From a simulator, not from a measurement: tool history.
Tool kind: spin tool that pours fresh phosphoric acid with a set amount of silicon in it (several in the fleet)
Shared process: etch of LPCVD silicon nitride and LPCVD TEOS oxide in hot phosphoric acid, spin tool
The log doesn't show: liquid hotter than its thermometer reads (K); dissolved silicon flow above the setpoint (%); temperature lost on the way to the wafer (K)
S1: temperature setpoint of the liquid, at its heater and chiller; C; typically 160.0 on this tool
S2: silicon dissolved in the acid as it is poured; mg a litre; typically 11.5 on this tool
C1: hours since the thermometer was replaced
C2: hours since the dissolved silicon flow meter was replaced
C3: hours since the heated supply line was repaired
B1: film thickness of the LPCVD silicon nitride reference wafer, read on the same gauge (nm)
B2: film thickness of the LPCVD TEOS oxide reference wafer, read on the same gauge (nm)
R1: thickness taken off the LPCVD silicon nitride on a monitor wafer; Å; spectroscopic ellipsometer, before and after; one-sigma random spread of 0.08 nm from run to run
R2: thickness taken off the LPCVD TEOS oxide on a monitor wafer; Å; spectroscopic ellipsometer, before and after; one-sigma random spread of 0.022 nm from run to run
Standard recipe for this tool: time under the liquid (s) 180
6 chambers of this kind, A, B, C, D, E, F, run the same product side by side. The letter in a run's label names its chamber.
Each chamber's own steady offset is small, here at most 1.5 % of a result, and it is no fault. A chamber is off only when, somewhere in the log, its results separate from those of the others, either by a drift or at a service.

run 1D hour=10.1 | S1=160.0 S2=11.5 time_under_the_liquid_(s)=180 | C1=2525.7 C2=520.3 C3=457.7 | B1=130.00 B2=149.97 | R1=146.62 R2=4.8247
run 2E hour=19.4 | S1=160.0 S2=11.5 time_under_the_liquid_(s)=180 | C1=97.9 C2=617.2 C3=1792.5 | B1=129.99 B2=149.98 | R1=149.04 R2=4.6719
run 3F hour=27.7 | S1=160.0 S2=11.5 time_under_the_liquid_(s)=180 | C1=1091.9 C2=718.1 C3=918.5 | B1=130.01 B2=150.01 | R1=146.54 R2=4.5389
-- hour=31.4 chamber D: dissolved silicon flow meter replaced
run 4C hour=38.2 | S1=160.0 S2=11.5 time_under_the_liquid_(s)=180 | C1=1388.2 C2=533.3 C3=223.9 | B1=130.00 B2=150.01 | R1=147.06 R2=5.0020
run 5A hour=52.8 | S1=160.0 S2=15.5 time_under_the_liquid_(s)=140 | C1=156.7 C2=1338.4 C3=1040.8 | B1=129.98 B2=149.98 | R1=113.31 R2=3.2572
run 6B hour=66.4 | S1=160.0 S2=15.5 time_under_the_liquid_(s)=140 | C1=755.7 C2=1313.8 C3=540.2 | B1=130.00 B2=149.99 | R1=113.95 R2=3.5467
run 7A hour=76.3 | S1=160.0 S2=15.5 time_under_the_liquid_(s)=140 | C1=180.2 C2=1361.9 C3=1064.3 | B1=130.03 B2=150.01 | R1=114.04 R2=3.4710
run 8E hour=90.7 | S1=160.0 S2=15.5 time_under_the_liquid_(s)=140 | C1=169.2 C2=688.5 C3=1863.8 | B1=130.02 B2=150.00 | R1=116.19 R2=3.7112
run 9B hour=105.0 | S1=160.0 S2=15.5 time_under_the_liquid_(s)=140 | C1=794.3 C2=1352.4 C3=578.8 | B1=129.97 B2=149.98 | R1=114.99 R2=3.3016
run 10C hour=112.5 | S1=160.0 S2=15.5 time_under_the_liquid_(s)=140 | C1=1462.5 C2=607.6 C3=298.2 | B1=130.05 B2=149.98 | R1=113.57 R2=3.3436
run 11F hour=121.6 | S1=160.0 S2=11.5 time_under_the_liquid_(s)=180 | C1=1185.8 C2=812.0 C3=1012.4 | B1=129.97 B2=150.03 | R1=146.29 R2=4.8101
run 12D hour=130.7 | S1=160.0 S2=11.5 time_under_the_liquid_(s)=180 | C1=2646.3 C2=99.4 C3=578.3 | B1=129.99 B2=150.03 | R1=146.41 R2=4.9375
run 13B hour=139.5 | S1=160.0 S2=11.5 time_under_the_liquid_(s)=180 | C1=828.8 C2=1386.9 C3=613.3 | B1=130.07 B2=150.01 | R1=145.95 R2=4.8873
run 14F hour=153.9 | S1=160.0 S2=11.5 time_under_the_liquid_(s)=180 | C1=1218.1 C2=844.3 C3=1044.7 | B1=129.95 B2=149.98 | R1=146.67 R2=4.7171
run 15A hour=166.1 | S1=160.0 S2=11.5 time_under_the_liquid_(s)=180 | C1=270.0 C2=1451.7 C3=1154.1 | B1=129.97 B2=150.01 | R1=146.49 R2=4.7365
run 16E hour=182.4 | S1=160.0 S2=11.5 time_under_the_liquid_(s)=180 | C1=260.9 C2=780.2 C3=1955.5 | B1=130.02 B2=149.95 | R1=149.27 R2=5.1255
run 17D hour=198.2 | S1=160.0 S2=11.5 time_under_the_liquid_(s)=180 | C1=2713.8 C2=166.9 C3=645.8 | B1=130.00 B2=150.00 | R1=148.16 R2=4.7064
run 18C hour=210.6 | S1=160.0 S2=11.5 time_under_the_liquid_(s)=180 | C1=1560.6 C2=705.7 C3=396.3 | B1=129.96 B2=149.96 | R1=146.36 R2=4.6775
-- hour=216.1 chamber D: thermometer replaced
run 19B hour=222.6 | S1=160.0 S2=11.5 time_under_the_liquid_(s)=180 | C1=911.9 C2=1470.0 C3=696.4 | B1=130.05 B2=149.99 | R1=147.34 R2=4.8041
run 20C hour=230.5 | S1=160.0 S2=11.5 time_under_the_liquid_(s)=180 | C1=1580.5 C2=725.6 C3=416.2 | B1=130.01 B2=149.97 | R1=148.22 R2=4.7722
run 21E hour=240.7 | S1=160.0 S2=11.5 time_under_the_liquid_(s)=180 | C1=319.2 C2=838.5 C3=2013.8 | B1=130.01 B2=150.03 | R1=150.58 R2=4.6796
-- hour=241.5 chamber A: dissolved silicon flow meter replaced
-- hour=243.9 chamber C: thermometer replaced
run 22F hour=256.8 | S1=160.0 S2=11.5 time_under_the_liquid_(s)=180 | C1=1321.0 C2=947.2 C3=1147.6 | B1=130.00 B2=149.99 | R1=146.13 R2=4.9282
run 23D hour=267.7 | S1=160.0 S2=11.5 time_under_the_liquid_(s)=180 | C1=51.6 C2=236.4 C3=715.3 | B1=130.03 B2=149.95 | R1=145.32 R2=4.6690
run 24A hour=280.2 | S1=157.5 S2=11.5 time_under_the_liquid_(s)=180 | C1=384.1 C2=38.8 C3=1268.2 | B1=130.01 B2=150.03 | R1=135.39 R2=3.8063
run 25E hour=288.1 | S1=157.5 S2=11.5 time_under_the_liquid_(s)=180 | C1=366.6 C2=885.9 C3=2061.2 | B1=130.03 B2=150.00 | R1=136.70 R2=4.0180
run 26D hour=301.3 | S1=157.5 S2=11.5 time_under_the_liquid_(s)=180 | C1=85.2 C2=270.0 C3=748.9 | B1=129.99 B2=150.00 | R1=135.56 R2=4.0892
run 27A hour=315.7 | S1=157.5 S2=11.5 time_under_the_liquid_(s)=180 | C1=419.6 C2=74.3 C3=1303.7 | B1=130.04 B2=149.99 | R1=134.69 R2=3.8532
run 28B hour=327.3 | S1=157.5 S2=11.5 time_under_the_liquid_(s)=180 | C1=1016.6 C2=1574.7 C3=801.1 | B1=129.97 B2=149.97 | R1=134.74 R2=4.0999
-- hour=330.8 chamber C: dissolved silicon flow meter replaced
run 29C hour=339.5 | S1=157.5 S2=11.5 time_under_the_liquid_(s)=180 | C1=95.6 C2=8.8 C3=525.2 | B1=130.01 B2=149.99 | R1=134.38 R2=3.8113
run 30F hour=355.5 | S1=160.0 S2=11.5 time_under_the_liquid_(s)=180 | C1=1419.7 C2=1045.9 C3=1246.3 | B1=130.00 B2=150.01 | R1=146.17 R2=5.0457
run 31B hour=364.3 | S1=160.0 S2=11.5 time_under_the_liquid_(s)=180 | C1=1053.6 C2=1611.7 C3=838.1 | B1=129.99 B2=150.00 | R1=146.25 R2=4.7938
run 32F hour=374.4 | S1=160.0 S2=11.5 time_under_the_liquid_(s)=180 | C1=1438.6 C2=1064.8 C3=1265.2 | B1=129.99 B2=150.00 | R1=146.81 R2=4.7484
run 33E hour=385.1 | S1=160.0 S2=11.5 time_under_the_liquid_(s)=180 | C1=463.6 C2=982.9 C3=2158.2 | B1=130.01 B2=149.98 | R1=149.04 R2=4.5812
run 34D hour=397.7 | S1=162.0 S2=11.5 time_under_the_liquid_(s)=255 | C1=181.6 C2=366.4 C3=845.3 | B1=130.01 B2=150.03 | R1=220.92 R2=8.0130
run 35C hour=405.5 | S1=162.0 S2=11.5 time_under_the_liquid_(s)=255 | C1=161.6 C2=74.8 C3=591.2 | B1=129.98 B2=150.01 | R1=221.29 R2=7.8803
run 36A hour=420.6 | S1=162.0 S2=11.5 time_under_the_liquid_(s)=255 | C1=524.5 C2=179.2 C3=1408.6 | B1=129.99 B2=150.02 | R1=223.95 R2=8.2513
run 37F hour=434.2 | S1=162.0 S2=11.5 time_under_the_liquid_(s)=255 | C1=1498.4 C2=1124.6 C3=1325.0 | B1=129.99 B2=150.02 | R1=221.60 R2=7.8485

Predict what each chamber gives when all 6 of them run the settings below next.
run 38A hour=445.8 | S1=160.0 S2=11.5 time_under_the_liquid_(s)=230 | R1=? R2=?
run 38B hour=445.8 | S1=160.0 S2=11.5 time_under_the_liquid_(s)=230 | R1=? R2=?
run 38C hour=445.8 | S1=160.0 S2=11.5 time_under_the_liquid_(s)=230 | R1=? R2=?
run 38D hour=445.8 | S1=160.0 S2=11.5 time_under_the_liquid_(s)=230 | R1=? R2=?
run 38E hour=445.8 | S1=160.0 S2=11.5 time_under_the_liquid_(s)=230 | R1=? R2=?
run 38F hour=445.8 | S1=160.0 S2=11.5 time_under_the_liquid_(s)=230 | R1=? R2=?

run=38A R1=187.95 R2=5.8770
run=38B R1=187.12 R2=6.0024
run=38C R1=186.01 R2=6.5718
run=38D R1=186.68 R2=5.9297
run=38E R1=190.02 R2=6.8816
run=38F R1=189.05 R2=6.1368
